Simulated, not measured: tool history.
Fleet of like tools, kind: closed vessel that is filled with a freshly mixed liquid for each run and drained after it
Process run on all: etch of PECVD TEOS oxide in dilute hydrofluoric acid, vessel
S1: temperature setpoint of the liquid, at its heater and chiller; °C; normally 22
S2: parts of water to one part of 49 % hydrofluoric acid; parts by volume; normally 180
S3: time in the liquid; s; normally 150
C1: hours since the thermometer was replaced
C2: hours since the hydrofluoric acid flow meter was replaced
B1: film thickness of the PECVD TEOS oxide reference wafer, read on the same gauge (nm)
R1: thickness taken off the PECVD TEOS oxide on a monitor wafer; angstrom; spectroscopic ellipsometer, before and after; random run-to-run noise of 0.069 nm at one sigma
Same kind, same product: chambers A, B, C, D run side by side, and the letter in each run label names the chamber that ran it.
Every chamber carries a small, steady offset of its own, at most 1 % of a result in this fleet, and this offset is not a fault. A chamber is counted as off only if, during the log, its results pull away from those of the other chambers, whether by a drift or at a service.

run,day,S1,S2,S3,C1,C2,B1,R1
1A,0.204,22,180,150,893.7,1049.3,50.001,86.13
2D,0.388,22,180,150,1062,136.6,49.979,87.326
3C,0.654,22,180,150,1804.9,1586.7,50.003,86.688
4B,0.908,22,180,150,178.1,1167.8,50.011,89.315
5C,1.133,22,180,150,1816.4,1598.2,50.02,86.292
6A,1.312,22,180,150,920.3,1075.9,50.015,87.708
# day 1.325: chamber A: thermometer replaced
7B,1.454,22,180,150,191.2,1180.9,50.005,88.081
8D,1.604,22,180,150,1091.2,165.8,50.002,85.427
9D,1.754,22,180,150,1094.8,169.4,50.009,86.5
10A,2.025,22,180,150,16.9,1093,49.982,85.729
11C,2.183,19.5,240,150,1841.6,1623.4,50.002,55.695
12B,2.425,19.5,240,150,214.5,1204.2,49.969,56.302
13A,2.708,19.5,240,150,33.3,1109.4,50.043,55.954
14B,2.975,19.5,240,150,227.7,1217.4,50.003,56.982
15D,3.229,22,180,150,1130.2,204.8,50.045,82.441
16C,3.396,22,180,150,1870.7,1652.5,49.976,85.461
17B,3.517,22,180,150,240.7,1230.4,50.001,87.807
18A,3.721,22,180,205,57.6,1133.7,50.002,117.43
19C,3.975,22,180,205,1884.6,1666.4,50.054,119.6
20D,4.167,22,180,205,1152.7,227.3,49.963,110.33
21A,4.333,22,180,205,72.3,1148.4,49.999,120.26
22B,4.608,22,180,150,266.9,1256.6,49.976,87.054
23C,4.746,22,180,150,1903.1,1684.9,50.002,85.596
24D,4.883,22,180,150,1169.9,244.5,50.008,79.549
25A,5.138,22,180,150,91.6,1167.7,49.957,87.185

Next, every chamber runs the same settings. What will each give?
26A,5.338,22,180,200,,,,?
26B,5.338,22,180,200,,,,?
26C,5.338,22,180,200,,,,?
26D,5.338,22,180,200,,,,?

run,R1
26A,116.1
26B,115.25
26C,116.6
26D,105.31
